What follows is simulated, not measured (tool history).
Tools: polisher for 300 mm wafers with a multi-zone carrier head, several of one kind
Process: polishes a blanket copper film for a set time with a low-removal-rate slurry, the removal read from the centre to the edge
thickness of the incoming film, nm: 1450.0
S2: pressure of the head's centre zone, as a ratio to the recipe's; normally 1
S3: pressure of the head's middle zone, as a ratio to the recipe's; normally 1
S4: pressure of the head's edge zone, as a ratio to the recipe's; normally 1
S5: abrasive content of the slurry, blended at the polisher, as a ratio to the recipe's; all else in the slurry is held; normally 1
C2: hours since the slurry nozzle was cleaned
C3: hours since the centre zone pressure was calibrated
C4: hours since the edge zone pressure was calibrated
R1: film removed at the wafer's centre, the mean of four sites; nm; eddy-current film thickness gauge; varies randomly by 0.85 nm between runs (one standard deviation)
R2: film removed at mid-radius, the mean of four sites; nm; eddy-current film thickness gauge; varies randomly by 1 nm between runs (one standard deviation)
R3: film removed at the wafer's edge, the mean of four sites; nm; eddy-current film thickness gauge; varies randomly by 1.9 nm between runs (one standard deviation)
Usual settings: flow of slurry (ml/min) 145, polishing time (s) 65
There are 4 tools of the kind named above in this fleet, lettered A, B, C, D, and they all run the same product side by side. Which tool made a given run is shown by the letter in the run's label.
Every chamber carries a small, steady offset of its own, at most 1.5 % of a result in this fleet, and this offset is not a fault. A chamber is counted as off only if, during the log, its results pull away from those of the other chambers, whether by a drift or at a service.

{"run": "1A", "hour": 9.2, "flow of slurry (ml/min)": 145, "S2": 1, "S3": 1, "S4": 1, "S5": 1, "polishing time (s)": 65, "wafers polished on this pad": 507, "C2": 129.8, "C3": 414.3, "C4": 21, "R1": 126.57, "R2": 128.38, "R3": 129.73}
{"run": "2B", "hour": 21.3, "flow of slurry (ml/min)": 145, "S2": 1, "S3": 1, "S4": 1, "S5": 1, "polishing time (s)": 65, "wafers polished on this pad": 417, "C2": 83.7, "C3": 34, "C4": 662.8, "R1": 129.98, "R2": 130.64, "R3": 132.65}
{"run": "3D", "hour": 33.9, "flow of slurry (ml/min)": 145, "S2": 1, "S3": 1, "S4": 1, "S5": 1, "polishing time (s)": 65, "wafers polished on this pad": 664, "C2": 280.6, "C3": 538.7, "C4": 360, "R1": 128.35, "R2": 128.84, "R3": 131.45}
{"run": "4C", "hour": 45.4, "flow of slurry (ml/min)": 145, "S2": 1, "S3": 1, "S4": 1, "S5": 1, "polishing time (s)": 65, "wafers polished on this pad": 936, "C2": 146.3, "C3": 613.4, "C4": 547.9, "R1": 129.09, "R2": 130.4, "R3": 126.63}
{"run": "5C", "hour": 57.8, "flow of slurry (ml/min)": 145, "S2": 1, "S3": 1.12, "S4": 1, "S5": 0.75, "polishing time (s)": 65, "wafers polished on this pad": 1024, "C2": 158.7, "C3": 625.8, "C4": 560.3, "R1": 121.94, "R2": 137.24, "R3": 119.2}
{"run": "6B", "hour": 65.2, "flow of slurry (ml/min)": 145, "S2": 1, "S3": 1.12, "S4": 1, "S5": 0.75, "polishing time (s)": 65, "wafers polished on this pad": 729, "C2": 127.6, "C3": 77.9, "C4": 706.7, "R1": 122.46, "R2": 136.06, "R3": 124.5}
{"hour": 71.8, "done": "chamber C: worn pad replaced by a new one"}
{"hour": 75.2, "done": "chamber A: worn pad replaced by a new one"}
{"run": "7A", "hour": 80.0, "flow of slurry (ml/min)": 145, "S2": 1, "S3": 1.12, "S4": 1, "S5": 0.75, "polishing time (s)": 65, "wafers polished on this pad": 34, "C2": 200.6, "C3": 485.1, "C4": 91.8, "R1": 122.96, "R2": 137.4, "R3": 123.39}
{"run": "8D", "hour": 90.0, "flow of slurry (ml/min)": 145, "S2": 1, "S3": 1.12, "S4": 1, "S5": 0.75, "polishing time (s)": 65, "wafers polished on this pad": 1062, "C2": 336.7, "C3": 594.8, "C4": 416.1, "R1": 122.63, "R2": 135.97, "R3": 122.02}
{"hour": 99.6, "done": "chamber B: worn pad replaced by a new one"}
{"run": "9B", "hour": 99.7, "flow of slurry (ml/min)": 145, "S2": 1, "S3": 1, "S4": 1, "S5": 1, "polishing time (s)": 65, "wafers polished on this pad": 0, "C2": 162.1, "C3": 112.4, "C4": 741.2, "R1": 130.35, "R2": 130.29, "R3": 130.46}
{"run": "10D", "hour": 109.4, "flow of slurry (ml/min)": 145, "S2": 1, "S3": 1, "S4": 1, "S5": 1, "polishing time (s)": 65, "wafers polished on this pad": 1200, "C2": 356.1, "C3": 614.2, "C4": 435.5, "R1": 128.69, "R2": 129.43, "R3": 126.69}
{"run": "11A", "hour": 124.1, "flow of slurry (ml/min)": 145, "S2": 1, "S3": 1, "S4": 1, "S5": 1, "polishing time (s)": 65, "wafers polished on this pad": 347, "C2": 244.7, "C3": 529.2, "C4": 135.9, "R1": 128.05, "R2": 129.93, "R3": 129.66}
{"run": "12C", "hour": 135.0, "flow of slurry (ml/min)": 145, "S2": 1, "S3": 1, "S4": 1, "S5": 1, "polishing time (s)": 65, "wafers polished on this pad": 449, "C2": 235.9, "C3": 703, "C4": 637.5, "R1": 127.45, "R2": 128.52, "R3": 129.07}
{"run": "13B", "hour": 148.4, "flow of slurry (ml/min)": 145, "S2": 1, "S3": 1, "S4": 1, "S5": 1, "polishing time (s)": 65, "wafers polished on this pad": 346, "C2": 210.8, "C3": 161.1, "C4": 789.9, "R1": 130.18, "R2": 130.73, "R3": 127.71}
{"run": "14A", "hour": 160.8, "flow of slurry (ml/min)": 145, "S2": 1, "S3": 1, "S4": 1, "S5": 1, "polishing time (s)": 65, "wafers polished on this pad": 608, "C2": 281.4, "C3": 565.9, "C4": 172.6, "R1": 129.8, "R2": 129.16, "R3": 131.04}
{"hour": 162.7, "done": "chamber C: slurry nozzle cleaned"}
{"run": "15D", "hour": 168.0, "flow of slurry (ml/min)": 145, "S2": 1, "S3": 1, "S4": 1, "S5": 1, "polishing time (s)": 65, "wafers polished on this pad": 1616, "C2": 414.7, "C3": 672.8, "C4": 494.1, "R1": 124.72, "R2": 126.4, "R3": 128.67}
{"hour": 172.6, "done": "chamber A: centre zone pressure recalibrated"}
{"run": "16C", "hour": 182.5, "flow of slurry (ml/min)": 145, "S2": 1, "S3": 1, "S4": 1, "S5": 1, "polishing time (s)": 65, "wafers polished on this pad": 786, "C2": 19.9, "C3": 750.5, "C4": 685, "R1": 130.56, "R2": 131.36, "R3": 125.7}
{"hour": 196.2, "done": "chamber A: slurry nozzle cleaned"}
{"run": "17B", "hour": 196.7, "flow of slurry (ml/min)": 145, "S2": 1, "S3": 1, "S4": 1, "S5": 1, "polishing time (s)": 65, "wafers polished on this pad": 689, "C2": 259.1, "C3": 209.4, "C4": 838.2, "R1": 129.85, "R2": 129.86, "R3": 131.78}
{"run": "18C", "hour": 205.7, "flow of slurry (ml/min)": 145, "S2": 1, "S3": 1, "S4": 1, "S5": 1, "polishing time (s)": 65, "wafers polished on this pad": 951, "C2": 43.1, "C3": 773.7, "C4": 708.2, "R1": 129.68, "R2": 129.55, "R3": 127.44}
{"run": "19A", "hour": 217.3, "flow of slurry (ml/min)": 145, "S2": 1, "S3": 1, "S4": 1, "S5": 1, "polishing time (s)": 65, "wafers polished on this pad": 1009, "C2": 21.2, "C3": 44.8, "C4": 229.1, "R1": 127.99, "R2": 126.96, "R3": 128.95}
{"hour": 221.2, "done": "chamber B: worn pad replaced by a new one"}
{"hour": 221.3, "done": "chamber B: slurry nozzle cleaned"}
{"hour": 223.9, "done": "chamber A: worn pad replaced by a new one"}
{"run": "20D", "hour": 224.0, "flow of slurry (ml/min)": 145, "S2": 1, "S3": 1, "S4": 1, "S5": 1, "polishing time (s)": 65, "wafers polished on this pad": 2014, "C2": 470.7, "C3": 728.8, "C4": 550.1, "R1": 123.87, "R2": 123.6, "R3": 123.39}
{"run": "21C", "hour": 232.5, "flow of slurry (ml/min)": 145, "S2": 1, "S3": 1, "S4": 1, "S5": 1, "polishing time (s)": 65, "wafers polished on this pad": 1141, "C2": 69.9, "C3": 800.5, "C4": 735, "R1": 129.7, "R2": 130.04, "R3": 127.92}
{"run": "22D", "hour": 244.9, "flow of slurry (ml/min)": 145, "S2": 1, "S3": 1, "S4": 1, "S5": 1, "polishing time (s)": 65, "wafers polished on this pad": 2162, "C2": 491.6, "C3": 749.7, "C4": 571, "R1": 124.09, "R2": 122.47, "R3": 122.18}
{"hour": 245.6, "done": "chamber C: worn pad replaced by a new one"}
{"run": "23A", "hour": 252.0, "flow of slurry (ml/min)": 145, "S2": 1, "S3": 1.12, "S4": 1, "S5": 1, "polishing time (s)": 78, "wafers polished on this pad": 199, "C2": 55.9, "C3": 79.5, "C4": 263.8, "R1": 157.21, "R2": 175.75, "R3": 154.36}
{"run": "24B", "hour": 265.0, "flow of slurry (ml/min)": 145, "S2": 1, "S3": 1.12, "S4": 1, "S5": 1, "polishing time (s)": 78, "wafers polished on this pad": 311, "C2": 43.8, "C3": 277.7, "C4": 906.5, "R1": 156.42, "R2": 172.95, "R3": 154.19}
{"run": "25D", "hour": 277.6, "flow of slurry (ml/min)": 145, "S2": 1, "S3": 1.12, "S4": 1, "S5": 1, "polishing time (s)": 78, "wafers polished on this pad": 2394, "C2": 524.3, "C3": 782.4, "C4": 603.7, "R1": 146.19, "R2": 162.46, "R3": 146.45}
{"hour": 284.6, "done": "chamber C: centre zone pressure recalibrated"}
{"run": "26B", "hour": 288.4, "flow of slurry (ml/min)": 145, "S2": 1, "S3": 1.12, "S4": 1, "S5": 1, "polishing time (s)": 78, "wafers polished on this pad": 477, "C2": 67.2, "C3": 301.1, "C4": 929.9, "R1": 154.16, "R2": 174.59, "R3": 153.04}
{"run": "27A", "hour": 303.5, "flow of slurry (ml/min)": 145, "S2": 1, "S3": 1, "S4": 1, "S5": 1, "polishing time (s)": 65, "wafers polished on this pad": 565, "C2": 107.4, "C3": 131, "C4": 315.3, "R1": 129.16, "R2": 130.63, "R3": 130.98}
{"run": "28C", "hour": 317.8, "flow of slurry (ml/min)": 145, "S2": 1, "S3": 1, "S4": 1, "S5": 1, "polishing time (s)": 65, "wafers polished on this pad": 512, "C2": 155.2, "C3": 33.3, "C4": 820.3, "R1": 128.99, "R2": 129.52, "R3": 125.25}
{"run": "29A", "hour": 329.9, "flow of slurry (ml/min)": 145, "S2": 1, "S3": 1, "S4": 1, "S5": 1, "polishing time (s)": 65, "wafers polished on this pad": 752, "C2": 133.8, "C3": 157.4, "C4": 341.7, "R1": 128.3, "R2": 129.39, "R3": 129.76}
{"run": "30D", "hour": 339.6, "flow of slurry (ml/min)": 145, "S2": 1, "S3": 1, "S4": 1, "S5": 1, "polishing time (s)": 65, "wafers polished on this pad": 2834, "C2": 586.3, "C3": 844.4, "C4": 665.7, "R1": 119.86, "R2": 119.12, "R3": 119.71}
{"run": "31C", "hour": 347.6, "flow of slurry (ml/min)": 145, "S2": 1, "S3": 1, "S4": 1, "S5": 1, "polishing time (s)": 65, "wafers polished on this pad": 724, "C2": 185, "C3": 63.1, "C4": 850.1, "R1": 130.37, "R2": 130.91, "R3": 124.83}
{"hour": 358.0, "done": "chamber B: worn pad replaced by a new one"}
{"run": "32B", "hour": 361.3, "flow of slurry (ml/min)": 145, "S2": 1, "S3": 1, "S4": 1, "S5": 1, "polishing time (s)": 65, "wafers polished on this pad": 23, "C2": 140.1, "C3": 374, "C4": 1002.8, "R1": 129.67, "R2": 130.64, "R3": 126.41}
{"run": "33D", "hour": 371.6, "flow of slurry (ml/min)": 145, "S2": 1, "S3": 1, "S4": 1, "S5": 1, "polishing time (s)": 65, "wafers polished on this pad": 3061, "C2": 618.3, "C3": 876.4, "C4": 697.7, "R1": 117.24, "R2": 119.08, "R3": 119.63}
{"run": "34B", "hour": 382.0, "flow of slurry (ml/min)": 145, "S2": 1, "S3": 1, "S4": 1, "S5": 1, "polishing time (s)": 65, "wafers polished on this pad": 170, "C2": 160.8, "C3": 394.7, "C4": 1023.5, "R1": 130.26, "R2": 128.12, "R3": 130.34}

Which is it: a chamber that has drifted or been left off by a service, a gauge drift common to all chambers, or only each chamber's usual small offset? If a chamber is off, name it and its likeliest cause.

One chamber, D, drifts off from the rest bit by bit.
What lies behind it: removal rate lost through wear of the pad, % = 8.95.
It could be hard to tell apart here from: slurry flow missing at the pad, %.

Here are 4 candidates for chamber D's next run, each the usual settings with a change, their results left as question marks. Which one brings its results back in line with what the others give on the usual settings?
Maximum distance from the other chambers' mean on the usual settings for a result to count as in line: R1 3 nm; R2 3.7 nm; R3 6.7 nm
{"run": "35D-1", "hour": 392.9, "flow of slurry (ml/min)": 140, "S2": 1, "S3": 0.99, "S4": 1, "S5": 1, "polishing time (s)": 56, "R1": "?", "R2": "?", "R3": "?"}
{"run": "35D-2", "hour": 392.9, "flow of slurry (ml/min)": 145, "S2": 1, "S3": 1, "S4": 1, "S5": 1, "polishing time (s)": 59, "R1": "?", "R2": "?", "R3": "?"}
{"run": "35D-3", "hour": 392.9, "flow of slurry (ml/min)": 145, "S2": 1, "S3": 1, "S4": 1, "S5": 1, "polishing time (s)": 71, "R1": "?", "R2": "?", "R3": "?"}
{"run": "35D-4", "hour": 392.9, "flow of slurry (ml/min)": 150, "S2": 1.01, "S3": 1, "S4": 1, "S5": 1, "polishing time (s)": 75, "R1": "?", "R2": "?", "R3": "?"}

The mean the other chambers reach with the usual settings: R1 129.05 nm; R2 129.73 nm; R3 128.9 nm
run=35D-1 R1=100.44 R2=100.01 R3=101.44
run=35D-2 R1=106.67 R2=107.1 R3=107.39
run=35D-3 R1=128.37 R2=128.88 R3=129.23
run=35D-4 R1=138.08 R2=137.02 R3=137.14
35D-3 is the one that brings the chamber's results back in line with the other chambers.

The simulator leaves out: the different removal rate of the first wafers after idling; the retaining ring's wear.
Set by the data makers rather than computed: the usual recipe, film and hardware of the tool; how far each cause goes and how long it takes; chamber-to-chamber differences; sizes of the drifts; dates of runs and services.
